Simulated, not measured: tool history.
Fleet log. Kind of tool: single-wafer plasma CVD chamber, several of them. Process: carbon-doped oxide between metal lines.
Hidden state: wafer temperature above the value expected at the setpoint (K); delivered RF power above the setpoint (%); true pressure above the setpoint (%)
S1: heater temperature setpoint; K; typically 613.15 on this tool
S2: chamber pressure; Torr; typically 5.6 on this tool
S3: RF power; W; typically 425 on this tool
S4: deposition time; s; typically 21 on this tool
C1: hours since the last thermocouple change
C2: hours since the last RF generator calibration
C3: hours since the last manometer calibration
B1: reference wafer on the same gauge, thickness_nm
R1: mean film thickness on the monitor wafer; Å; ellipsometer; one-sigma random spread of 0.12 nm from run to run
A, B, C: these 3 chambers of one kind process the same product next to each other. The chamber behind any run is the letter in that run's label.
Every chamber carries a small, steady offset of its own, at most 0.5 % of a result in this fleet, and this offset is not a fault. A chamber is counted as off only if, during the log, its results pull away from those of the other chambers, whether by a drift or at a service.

run   hour      S1   S2   S3  S4      C1      C2      C3      B1      R1
 1A    9.5  613.15  5.6  425  21  1674.0  2353.2  1344.2  92.009  1014.1
 2B   17.4  613.15  5.6  425  21    41.9   796.8  1027.2  92.048  1012.1
      19.5  -- chamber B: capacitance manometer re-zeroed and calibrated
 3C   23.2  613.15  5.6  425  21   321.5  1023.7  2977.7  92.058  1007.8
 4B   28.4  613.15  5.6  425  21    52.9   807.8     8.9  92.070  1016.0
 5A   38.1  613.15  5.6  425  21  1702.6  2381.8  1372.8  92.095  1014.6
      40.7  -- chamber C: capacitance manometer re-zeroed and calibrated
 6C   45.5  613.15  5.6  425  21   343.8  1046.0     4.9  92.092  1009.0
 7B   52.1  627.15  5.6  485  21    76.6   831.5    32.6  92.142  1069.6
 8A   59.7  627.15  5.6  485  21  1724.2  2403.4  1394.4  92.154  1068.0
 9C   67.6  627.15  5.6  485  21   365.9  1068.1    27.0  92.167  1061.7
10A   72.6  613.15  5.6  425  21  1737.1  2416.3  1407.3  92.164  1015.8
11C   81.9  613.15  5.6  425  21   380.2  1082.4    41.3  92.218  1010.5
12B   86.4  613.15  5.6  425  21   110.9   865.8    66.9  92.206  1012.9
13B   95.8  613.15  5.6  425  21   120.3   875.2    76.3  92.217  1017.5
14C  100.9  613.15  5.6  425  21   399.2  1101.4    60.3  92.267  1008.7
15A  107.0  613.15  5.6  425  21  1771.5  2450.7  1441.7  92.260  1016.5
16A  116.4  613.15  5.6  425  21  1780.9  2460.1  1451.1  92.281  1017.3
17B  124.1  613.15  6.5  425  21   148.6   903.5   104.6  92.306  1033.3
18C  131.8  613.15  6.5  425  21   430.1  1132.3    91.2  92.291  1025.7
     132.2  -- chamber A: RF generator calibrated
19B  141.0  613.15  6.5  425  21   165.5   920.4   121.5  92.355  1033.2
20A  145.5  613.15  5.6  425  21  1810.0    13.3  1480.2  92.350  1017.0
21C  154.1  613.15  5.6  425  21   452.4  1154.6   113.5  92.374  1010.9
22C  162.5  613.15  5.6  425  21   460.8  1163.0   121.9  92.388  1013.7
23A  170.4  613.15  5.6  425  21  1834.9    38.2  1505.1  92.434  1018.8
24B  177.1  613.15  5.6  425  21   201.6   956.5   157.6  92.438  1017.8
25C  181.8  613.15  5.6  425  21   480.1  1182.3   141.2  92.459  1014.5

Next, every chamber runs the same settings. What will each give?
26A  188.9  613.15  5.6  425  21                   ?
26B  188.9  613.15  5.6  425  21                   ?
26C  188.9  613.15  5.6  425  21                   ?

run      R1
26A  1017.3
26B  1018.0
26C  1013.1
